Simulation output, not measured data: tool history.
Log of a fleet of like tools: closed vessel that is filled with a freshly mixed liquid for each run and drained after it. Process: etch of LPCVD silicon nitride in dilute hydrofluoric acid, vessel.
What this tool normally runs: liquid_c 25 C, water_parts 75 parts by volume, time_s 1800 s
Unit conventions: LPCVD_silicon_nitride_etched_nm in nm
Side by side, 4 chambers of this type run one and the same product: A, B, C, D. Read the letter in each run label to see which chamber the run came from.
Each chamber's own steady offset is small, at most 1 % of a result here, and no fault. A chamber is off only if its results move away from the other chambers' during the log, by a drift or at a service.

run,day,liquid_c,water_parts,time_s,"read-back film thickness of the LPCVD silicon nitride reference wafer, read on the same gauge (nm)",LPCVD_silicon_nitride_etched_nm
1B,0.475,25,75,1800,149.96,12.488
2C,1.05,25,75,1800,149.97,12.445
3A,1.625,25,75,1800,150.02,12.198
4D,1.908,25,75,1800,150.01,12.54
5C,2.192,25,75,1800,149.98,12.409
6A,2.617,25,75,1800,149.98,12.409
7B,3.154,25,75,1800,149.98,12.472
8D,3.708,25,75,1800,150,12.541
9C,4.192,25,75,1800,150.03,12.498
# day 4.442: chamber D: hydrofluoric acid flow meter replaced
10A,4.554,22,75,2290,150.02,12.55
# day 4.75: chamber D: thermometer replaced
11D,5.138,22,75,2290,149.98,13.162
12B,5.492,22,75,2290,149.95,12.878
13D,5.892,22,75,2290,149.99,13.137
14C,6.471,25,75,1800,149.95,12.25
15B,6.958,25,75,1800,150.01,12.392
16A,7.25,25,75,1800,149.99,12.122
17D,7.538,25,75,1800,150.04,12.583
18A,8.004,25,75,1800,150.05,11.875
19B,8.421,25,75,2270,149.99,15.69
20C,8.933,25,75,2270,149.94,15.697
21B,9.512,25,75,2270,150.01,15.694
22A,9.983,25,75,2270,149.99,14.952
23D,10.283,25,75,1800,150,12.529
24C,10.812,25,75,1800,149.98,12.277
25B,11.121,25,75,1800,150.03,12.531
26D,11.679,25,75,1800,150.03,12.41
27C,12.15,25,75,1800,149.98,12.414
28A,12.721,25,75,1800,150.04,11.388
29B,13.017,25,75,1800,150.01,12.466
30C,13.3,21.5,50,1800,150,14.775
31A,13.742,21.5,50,1800,149.96,13.236
32D,14.054,21.5,50,1800,149.98,14.518
33D,14.375,21.5,50,1800,150.01,14.435
34A,14.862,25,75,1800,149.98,11.232
35B,15.125,25,75,1800,150.07,12.52
36C,15.5,25,75,1800,149.98,12.283
37C,16.029,25,75,1800,150.03,12.39

Decide between three cases: one chamber stands off from its peers, the gauge reading all wafers drifts, or nothing is wrong past each chamber's small offset. Where a chamber is off, say which and what most likely put it there.

Chamber A drifts away from the others.
Likeliest cause: liquid colder than its thermometer reads (K) = 1.71.
The log may not separate it from: hydrofluoric acid flow below the setpoint (%).

Which of the 4 candidates below, each the usual settings with something changed and its results left as question marks, puts chamber A back in line with what the other chambers give on the usual settings?
To be in line, a result may differ from the other chambers' mean on the usual settings by at most: LPCVD_silicon_nitride_etched_nm 0.42 nm
38A-1,16.454,25,75,1740,,?
38A-2,16.454,25,80,1720,,?
38A-3,16.454,25,75,1875,,?
38A-4,16.454,25,70,1880,,?

What the other chambers average on the usual settings: LPCVD_silicon_nitride_etched_nm 12.42 nm
run,LPCVD_silicon_nitride_etched_nm
38A-1,10.713
38A-2,9.9473
38A-3,11.544
38A-4,12.374
With 38A-4, the chamber falls back in line with the rest.
